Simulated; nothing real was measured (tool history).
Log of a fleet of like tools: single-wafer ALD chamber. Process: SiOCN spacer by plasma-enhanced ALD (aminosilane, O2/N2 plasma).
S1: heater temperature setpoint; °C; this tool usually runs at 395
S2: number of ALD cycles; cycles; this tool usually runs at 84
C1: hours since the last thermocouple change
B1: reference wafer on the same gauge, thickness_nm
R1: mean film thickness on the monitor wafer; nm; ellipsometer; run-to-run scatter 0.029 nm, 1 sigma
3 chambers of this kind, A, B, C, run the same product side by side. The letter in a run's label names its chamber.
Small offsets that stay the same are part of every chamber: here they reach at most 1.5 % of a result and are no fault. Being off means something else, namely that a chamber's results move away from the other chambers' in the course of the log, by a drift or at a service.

run 1A hour=4.8 | S1=395 S2=84 | C1=713.4 | B1=5.1904 | R1=5.0561
run 2B hour=12.6 | S1=395 S2=84 | C1=13.8 | B1=5.1965 | R1=5.1338
run 3C hour=22.3 | S1=395 S2=84 | C1=550.2 | B1=5.1872 | R1=4.9945
run 4B hour=30.2 | S1=395 S2=84 | C1=31.4 | B1=5.1923 | R1=5.1155
run 5C hour=36.7 | S1=390 S2=78 | C1=564.6 | B1=5.1933 | R1=4.7411
run 6A hour=42.1 | S1=390 S2=78 | C1=750.7 | B1=5.1919 | R1=4.5986
run 7B hour=50.3 | S1=390 S2=78 | C1=51.5 | B1=5.1953 | R1=4.6930
run 8C hour=57.4 | S1=395 S2=84 | C1=585.3 | B1=5.1882 | R1=5.0770
run 9A hour=65.7 | S1=395 S2=84 | C1=774.3 | B1=5.1844 | R1=5.0054
run 10C hour=75.4 | S1=395 S2=84 | C1=603.3 | B1=5.1919 | R1=5.1158
run 11B hour=84.5 | S1=395 S2=84 | C1=85.7 | B1=5.1911 | R1=5.0715
run 12A hour=92.7 | S1=395 S2=84 | C1=801.3 | B1=5.1873 | R1=4.9955
run 13A hour=97.6 | S1=395 S2=84 | C1=806.2 | B1=5.1831 | R1=4.9801
run 14C hour=102.8 | S1=395 S2=84 | C1=630.7 | B1=5.1994 | R1=5.0598
run 15B hour=111.5 | S1=395 S2=84 | C1=112.7 | B1=5.1923 | R1=5.0815
run 16C hour=118.5 | S1=395 S2=84 | C1=646.4 | B1=5.1890 | R1=5.0502
run 17A hour=123.6 | S1=395 S2=84 | C1=832.2 | B1=5.1902 | R1=4.9732
run 18B hour=133.3 | S1=395 S2=97 | C1=134.5 | B1=5.1930 | R1=5.8946
run 19B hour=142.2 | S1=395 S2=97 | C1=143.4 | B1=5.1954 | R1=5.8977
run 20A hour=147.4 | S1=395 S2=97 | C1=856.0 | B1=5.1946 | R1=5.7766
run 21C hour=153.2 | S1=395 S2=84 | C1=681.1 | B1=5.1900 | R1=5.0716
run 22C hour=160.9 | S1=395 S2=84 | C1=688.8 | B1=5.1901 | R1=5.0552
run 23B hour=167.8 | S1=395 S2=84 | C1=169.0 | B1=5.1889 | R1=5.0952
run 24A hour=173.7 | S1=395 S2=84 | C1=882.3 | B1=5.1963 | R1=5.0082
run 25C hour=178.5 | S1=395 S2=84 | C1=706.4 | B1=5.1934 | R1=5.0164
run 26B hour=183.1 | S1=395 S2=84 | C1=184.3 | B1=5.1926 | R1=5.0648
run 27A hour=192.7 | S1=395 S2=84 | C1=901.3 | B1=5.1834 | R1=5.0082
run 28A hour=200.8 | S1=395 S2=84 | C1=909.4 | B1=5.1802 | R1=4.9788
run 29B hour=207.5 | S1=395 S2=84 | C1=208.7 | B1=5.1910 | R1=5.0876
run 30C hour=217.1 | S1=395 S2=84 | C1=745.0 | B1=5.1868 | R1=5.1074
run 31A hour=225.3 | S1=395 S2=84 | C1=933.9 | B1=5.1915 | R1=5.0239
run 32C hour=230.8 | S1=395 S2=84 | C1=758.7 | B1=5.1928 | R1=5.0759
run 33B hour=238.9 | S1=395 S2=84 | C1=240.1 | B1=5.1902 | R1=5.0949
run 34A hour=243.8 | S1=395 S2=84 | C1=952.4 | B1=5.1870 | R1=4.9254
run 35C hour=249.3 | S1=395 S2=84 | C1=777.2 | B1=5.1921 | R1=5.0517
run 36B hour=258.1 | S1=408 S2=84 | C1=259.3 | B1=5.1835 | R1=4.9720

Read the log: is a single chamber off, either drifting away or since a service, is the gauge that measures every chamber drifting, or is nothing wrong beyond small per-chamber offsets? Name any odd chamber and what most likely caused it.

Beyond each chamber's small constant offset nothing stands out, and the gauge stays steady.
